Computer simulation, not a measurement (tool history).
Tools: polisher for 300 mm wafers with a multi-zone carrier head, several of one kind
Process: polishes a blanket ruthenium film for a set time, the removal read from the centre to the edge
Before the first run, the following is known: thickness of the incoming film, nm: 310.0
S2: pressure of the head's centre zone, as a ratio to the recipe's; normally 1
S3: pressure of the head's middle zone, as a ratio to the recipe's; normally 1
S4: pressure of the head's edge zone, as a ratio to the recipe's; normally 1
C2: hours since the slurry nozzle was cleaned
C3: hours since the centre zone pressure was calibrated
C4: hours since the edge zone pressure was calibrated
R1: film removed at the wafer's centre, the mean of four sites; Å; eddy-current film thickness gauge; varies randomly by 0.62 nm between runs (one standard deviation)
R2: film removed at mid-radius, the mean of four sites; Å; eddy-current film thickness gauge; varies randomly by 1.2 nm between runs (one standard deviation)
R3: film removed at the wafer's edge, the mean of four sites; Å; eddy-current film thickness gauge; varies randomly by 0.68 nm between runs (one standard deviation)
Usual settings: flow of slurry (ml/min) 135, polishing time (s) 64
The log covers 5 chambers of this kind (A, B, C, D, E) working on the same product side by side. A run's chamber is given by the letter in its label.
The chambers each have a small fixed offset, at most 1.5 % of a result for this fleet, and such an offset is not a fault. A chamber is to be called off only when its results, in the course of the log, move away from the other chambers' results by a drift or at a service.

run 1B day=0.279 | flow_of_slurry_(ml/min)=135 S2=1 S3=1 S4=1 polishing_time_(s)=64 | wafers_polished_on_this_pad=330 C2=678.9 C3=409.6 C4=292.1 | R1=778.92 R2=783.20 R3=780.67
run 2E day=0.488 | flow_of_slurry_(ml/min)=135 S2=1 S3=1 S4=1 polishing_time_(s)=64 | wafers_polished_on_this_pad=508 C2=265.1 C3=109.0 C4=317.8 | R1=776.27 R2=781.56 R3=795.93
run 3D day=0.638 | flow_of_slurry_(ml/min)=135 S2=1 S3=1 S4=1 polishing_time_(s)=64 | wafers_polished_on_this_pad=880 C2=241.6 C3=895.2 C4=1366.8 | R1=784.76 R2=784.83 R3=780.40
-- day=0.650 chamber B: slurry nozzle cleaned
run 4C day=0.854 | flow_of_slurry_(ml/min)=135 S2=1 S3=1 S4=1 polishing_time_(s)=64 | wafers_polished_on_this_pad=631 C2=352.2 C3=142.0 C4=624.0 | R1=784.37 R2=778.68 R3=791.58
run 5A day=1.129 | flow_of_slurry_(ml/min)=135 S2=1 S3=1 S4=1 polishing_time_(s)=64 | wafers_polished_on_this_pad=238 C2=128.3 C3=777.7 C4=202.2 | R1=788.14 R2=804.90 R3=780.48
run 6C day=1.271 | flow_of_slurry_(ml/min)=135 S2=1 S3=1 S4=1 polishing_time_(s)=64 | wafers_polished_on_this_pad=693 C2=362.2 C3=152.0 C4=634.0 | R1=779.89 R2=776.02 R3=777.50
-- day=1.392 chamber C: worn pad replaced by a new one
run 7A day=1.483 | flow_of_slurry_(ml/min)=135 S2=1 S3=1 S4=1 polishing_time_(s)=64 | wafers_polished_on_this_pad=291 C2=136.8 C3=786.2 C4=210.7 | R1=793.12 R2=772.89 R3=784.03
-- day=1.567 chamber E: slurry nozzle cleaned
run 8B day=1.729 | flow_of_slurry_(ml/min)=135 S2=1 S3=1 S4=1 polishing_time_(s)=64 | wafers_polished_on_this_pad=545 C2=25.9 C3=444.4 C4=326.9 | R1=774.90 R2=794.75 R3=769.49
-- day=1.917 chamber E: worn pad replaced by a new one
run 9D day=1.988 | flow_of_slurry_(ml/min)=135 S2=1 S3=1 S4=1 polishing_time_(s)=64 | wafers_polished_on_this_pad=1080 C2=274.0 C3=927.6 C4=1399.2 | R1=776.19 R2=778.62 R3=771.06
run 10E day=2.133 | flow_of_slurry_(ml/min)=135 S2=1 S3=1 S4=1 polishing_time_(s)=64 | wafers_polished_on_this_pad=32 C2=13.6 C3=148.5 C4=357.3 | R1=776.66 R2=783.99 R3=778.64
run 11D day=2.375 | flow_of_slurry_(ml/min)=135 S2=1 S3=1 S4=1 polishing_time_(s)=64 | wafers_polished_on_this_pad=1137 C2=283.3 C3=936.9 C4=1408.5 | R1=786.01 R2=749.70 R3=776.15
-- day=2.425 chamber D: worn pad replaced by a new one
run 12B day=2.521 | flow_of_slurry_(ml/min)=135 S2=1 S3=1 S4=1 polishing_time_(s)=64 | wafers_polished_on_this_pad=662 C2=44.9 C3=463.4 C4=345.9 | R1=783.36 R2=775.07 R3=760.82
-- day=2.733 chamber B: worn pad replaced by a new one
run 13A day=2.738 | flow_of_slurry_(ml/min)=135 S2=1 S3=1 S4=1 polishing_time_(s)=64 | wafers_polished_on_this_pad=477 C2=166.9 C3=816.3 C4=240.8 | R1=795.35 R2=795.72 R3=793.36
run 14C day=2.883 | flow_of_slurry_(ml/min)=135 S2=1 S3=1 S4=1 polishing_time_(s)=64 | wafers_polished_on_this_pad=221 C2=400.9 C3=190.7 C4=672.7 | R1=788.44 R2=786.05 R3=773.69
run 15E day=3.029 | flow_of_slurry_(ml/min)=135 S2=1 S3=1 S4=1 polishing_time_(s)=64 | wafers_polished_on_this_pad=164 C2=35.1 C3=170.0 C4=378.8 | R1=798.72 R2=784.68 R3=781.73
run 16B day=3.321 | flow_of_slurry_(ml/min)=135 S2=1 S3=1 S4=1 polishing_time_(s)=74 | wafers_polished_on_this_pad=87 C2=64.1 C3=482.6 C4=365.1 | R1=891.36 R2=924.86 R3=896.56
run 17E day=3.538 | flow_of_slurry_(ml/min)=135 S2=1 S3=1 S4=1 polishing_time_(s)=74 | wafers_polished_on_this_pad=240 C2=47.3 C3=182.2 C4=391.0 | R1=916.08 R2=943.46 R3=915.00
run 18A day=3.692 | flow_of_slurry_(ml/min)=135 S2=1 S3=1 S4=1 polishing_time_(s)=74 | wafers_polished_on_this_pad=618 C2=189.8 C3=839.2 C4=263.7 | R1=916.30 R2=912.68 R3=900.02
run 19C day=3.821 | flow_of_slurry_(ml/min)=135 S2=1 S3=1 S4=1 polishing_time_(s)=74 | wafers_polished_on_this_pad=360 C2=423.4 C3=213.2 C4=695.2 | R1=903.86 R2=909.95 R3=888.46
run 20D day=4.096 | flow_of_slurry_(ml/min)=135 S2=1 S3=1 S4=1 polishing_time_(s)=74 | wafers_polished_on_this_pad=247 C2=324.6 C3=978.2 C4=1449.8 | R1=906.44 R2=909.13 R3=890.78
run 21C day=4.262 | flow_of_slurry_(ml/min)=135 S2=1 S3=1 S4=1 polishing_time_(s)=64 | wafers_polished_on_this_pad=425 C2=434.0 C3=223.8 C4=705.8 | R1=779.27 R2=753.09 R3=764.02
run 22D day=4.396 | flow_of_slurry_(ml/min)=135 S2=1 S3=1 S4=1 polishing_time_(s)=64 | wafers_polished_on_this_pad=292 C2=331.8 C3=985.4 C4=1457.0 | R1=775.21 R2=762.59 R3=772.30
-- day=4.404 chamber C: slurry nozzle cleaned
run 23A day=4.533 | flow_of_slurry_(ml/min)=135 S2=1 S3=1 S4=1 polishing_time_(s)=64 | wafers_polished_on_this_pad=742 C2=210.0 C3=859.4 C4=283.9 | R1=791.43 R2=799.82 R3=787.60
run 24B day=4.804 | flow_of_slurry_(ml/min)=135 S2=1 S3=1 S4=1 polishing_time_(s)=64 | wafers_polished_on_this_pad=306 C2=99.7 C3=518.2 C4=400.7 | R1=781.30 R2=785.45 R3=778.95
run 25E day=4.983 | flow_of_slurry_(ml/min)=135 S2=1 S3=1 S4=1 polishing_time_(s)=64 | wafers_polished_on_this_pad=454 C2=82.0 C3=216.9 C4=425.7 | R1=821.65 R2=791.27 R3=779.68
run 26D day=5.138 | flow_of_slurry_(ml/min)=135 S2=1 S3=1 S4=1 polishing_time_(s)=64 | wafers_polished_on_this_pad=401 C2=349.6 C3=1003.2 C4=1474.8 | R1=778.02 R2=772.09 R3=767.65
run 27B day=5.433 | flow_of_slurry_(ml/min)=120 S2=1 S3=1 S4=1 polishing_time_(s)=64 | wafers_polished_on_this_pad=399 C2=114.8 C3=533.3 C4=415.8 | R1=758.66 R2=771.40 R3=750.25
run 28A day=5.717 | flow_of_slurry_(ml/min)=120 S2=1 S3=1 S4=1 polishing_time_(s)=64 | wafers_polished_on_this_pad=918 C2=238.4 C3=887.8 C4=312.3 | R1=764.21 R2=745.78 R3=759.41
run 29C day=5.883 | flow_of_slurry_(ml/min)=120 S2=1 S3=1 S4=1 polishing_time_(s)=64 | wafers_polished_on_this_pad=665 C2=35.6 C3=262.7 C4=744.7 | R1=756.16 R2=754.52 R3=753.18
run 30E day=6.092 | flow_of_slurry_(ml/min)=120 S2=1 S3=1 S4=1 polishing_time_(s)=64 | wafers_polished_on_this_pad=618 C2=108.6 C3=243.5 C4=452.3 | R1=823.61 R2=775.37 R3=762.31
run 31B day=6.242 | flow_of_slurry_(ml/min)=120 S2=1 S3=1 S4=1 polishing_time_(s)=64 | wafers_polished_on_this_pad=519 C2=134.2 C3=552.7 C4=435.2 | R1=768.30 R2=751.56 R3=756.80

Is one chamber off against the others, does the gauge drift, or is nothing wrong? If a chamber is off, say which, and what the likeliest cause is.

One chamber, E, drifts off from the rest bit by bit.
What lies behind it: centre zone's pressure above its setpoint, % = 9.01.

Which of the 4 candidates below, each the usual settings with something changed and its results left as question marks, puts chamber E back in line with what the other chambers give on the usual settings?
A result is in line if it is within this distance of the other chambers' mean on the usual settings: R1 22.00 Å; R2 41.00 Å; R3 24.00 Å
run 32E-1 day=6.454 | flow_of_slurry_(ml/min)=125 S2=0.88 S3=1.01 S4=1.05 polishing_time_(s)=63 | R1=? R2=? R3=?
run 32E-2 day=6.454 | flow_of_slurry_(ml/min)=140 S2=1.06 S3=0.99 S4=0.97 polishing_time_(s)=65 | R1=? R2=? R3=?
run 32E-3 day=6.454 | flow_of_slurry_(ml/min)=145 S2=1.13 S3=0.99 S4=0.95 polishing_time_(s)=65 | R1=? R2=? R3=?
run 32E-4 day=6.454 | flow_of_slurry_(ml/min)=130 S2=0.94 S3=1.01 S4=1.03 polishing_time_(s)=63 | R1=? R2=? R3=?

Other chambers, usual settings, mean: R1 782.19 Å; R2 783.48 Å; R3 776.91 Å
run=32E-1 R1=719.01 R2=776.95 R3=771.50
run=32E-2 R1=932.43 R2=805.66 R3=777.43
run=32E-3 R1=1006.40 R2=811.07 R3=773.12
run=32E-4 R1=780.12 R2=783.59 R3=768.47
The right change is 32E-4: it brings the chamber back within the allowed miss of the others.

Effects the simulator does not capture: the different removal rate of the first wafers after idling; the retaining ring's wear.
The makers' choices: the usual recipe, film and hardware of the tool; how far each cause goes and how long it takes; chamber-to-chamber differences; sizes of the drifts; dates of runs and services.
